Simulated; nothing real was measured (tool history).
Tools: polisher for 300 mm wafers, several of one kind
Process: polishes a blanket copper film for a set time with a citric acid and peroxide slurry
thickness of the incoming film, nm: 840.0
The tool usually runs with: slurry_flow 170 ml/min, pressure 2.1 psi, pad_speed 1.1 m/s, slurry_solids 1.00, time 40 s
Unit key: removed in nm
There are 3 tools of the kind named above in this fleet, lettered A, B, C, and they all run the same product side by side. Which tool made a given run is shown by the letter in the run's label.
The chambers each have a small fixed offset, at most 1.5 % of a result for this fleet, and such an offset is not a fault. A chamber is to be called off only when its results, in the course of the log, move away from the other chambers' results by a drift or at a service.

run,day,slurry_flow,pressure,pad_speed,slurry_solids,time,removed
# day 0.104: chamber A: worn pad replaced by a new one
1B,0.154,170,2.1,1.1,1.00,40,58.066
# day 0.317: chamber C: worn pad replaced by a new one
2C,0.329,170,2.1,1.1,1.00,40,57.837
3A,0.404,170,2.1,1.1,1.00,40,56.477
4A,0.575,170,2.1,1.1,1.00,40,55.786
5C,0.688,170,2.1,1.1,1.00,40,56.834
6B,0.854,170,2.1,1.1,1.00,40,55.893
7C,0.996,170,2.1,1.1,1.00,40,56.764
8A,1.083,170,2.1,1.1,1.00,40,56.924
9B,1.233,170,2.1,1.1,0.75,40,54.233
10C,1.354,170,2.1,1.1,0.75,40,53.611
# day 1.496: chamber B: head pressure recalibrated
11A,1.517,170,2.1,1.1,0.75,40,53.893
12B,1.625,170,2.1,1.1,1.00,40,61.808
13C,1.758,170,2.1,1.1,1.00,40,57.260
14A,1.846,170,2.1,1.1,1.00,40,56.564
15B,1.988,190,2.1,1.1,0.85,40,60.925
16C,2.125,190,2.1,1.1,0.85,40,55.636
17A,2.271,190,2.1,1.1,0.85,40,55.106
18B,2.367,170,2.1,1.1,1.00,40,62.417
19B,2.521,170,2.1,1.1,1.00,40,62.820
# day 2.542: chamber A: slurry blender recalibrated
20A,2.679,170,2.1,1.1,1.00,40,55.816
21C,2.808,170,2.1,1.1,1.00,40,58.035
22B,2.971,170,2.1,1.1,1.00,40,61.497
23A,3.104,170,2.1,1.1,1.00,40,56.095
24C,3.250,170,2.1,1.1,1.00,40,58.736
25A,3.329,170,2.1,1.1,1.00,40,55.639
26C,3.454,170,2.1,1.1,1.00,40,57.930
27B,3.575,170,2.1,1.1,1.00,40,62.590
28B,3.675,170,2.1,1.1,1.00,40,62.888
# day 3.808: chamber C: worn pad replaced by a new one
29C,3.812,170,2.1,1.1,1.00,40,57.112
30A,3.929,170,2.1,1.1,1.00,40,54.375
31C,4.088,170,2.1,1.1,1.00,40,57.440
32A,4.179,210,2.1,1.1,1.15,40,58.435
33B,4.279,210,2.1,1.1,1.15,40,65.973
34A,4.375,210,2.1,1.1,1.15,40,61.074
35B,4.454,170,2.1,1.1,1.00,40,60.471
36C,4.571,170,2.1,1.1,1.00,40,57.303
37A,4.679,170,2.1,1.1,1.00,40,56.693

Is one chamber off against the others, does the gauge drift, or is nothing wrong? If a chamber is off, say which, and what the likeliest cause is.

After it was serviced, chamber B no longer matches the other chambers.
What lies behind it: head's pressure above its setpoint, % = 8.91.

Chamber B could run next with any of the 4 candidate recipes listed below; each alters the usual settings, and their results appear as question marks. Which one brings its results back in line with what the other chambers deliver on the usual settings?
A result is in line if it is within this distance of the other chambers' mean on the usual settings: removed 2.500 nm
38B-1,4.808,170,2.0,1.04,1.00,37,?
38B-2,4.808,170,2.2,1.18,1.00,43,?
38B-3,4.808,175,2.1,1.20,1.00,40,?
38B-4,4.808,170,2.0,1.10,1.00,38,?

Usual-settings mean across the other chambers: removed 56.561 nm
run,removed
38B-1,51.904
38B-2,74.912
38B-3,68.035
38B-4,56.332
38B-4 brings the chamber back in line.
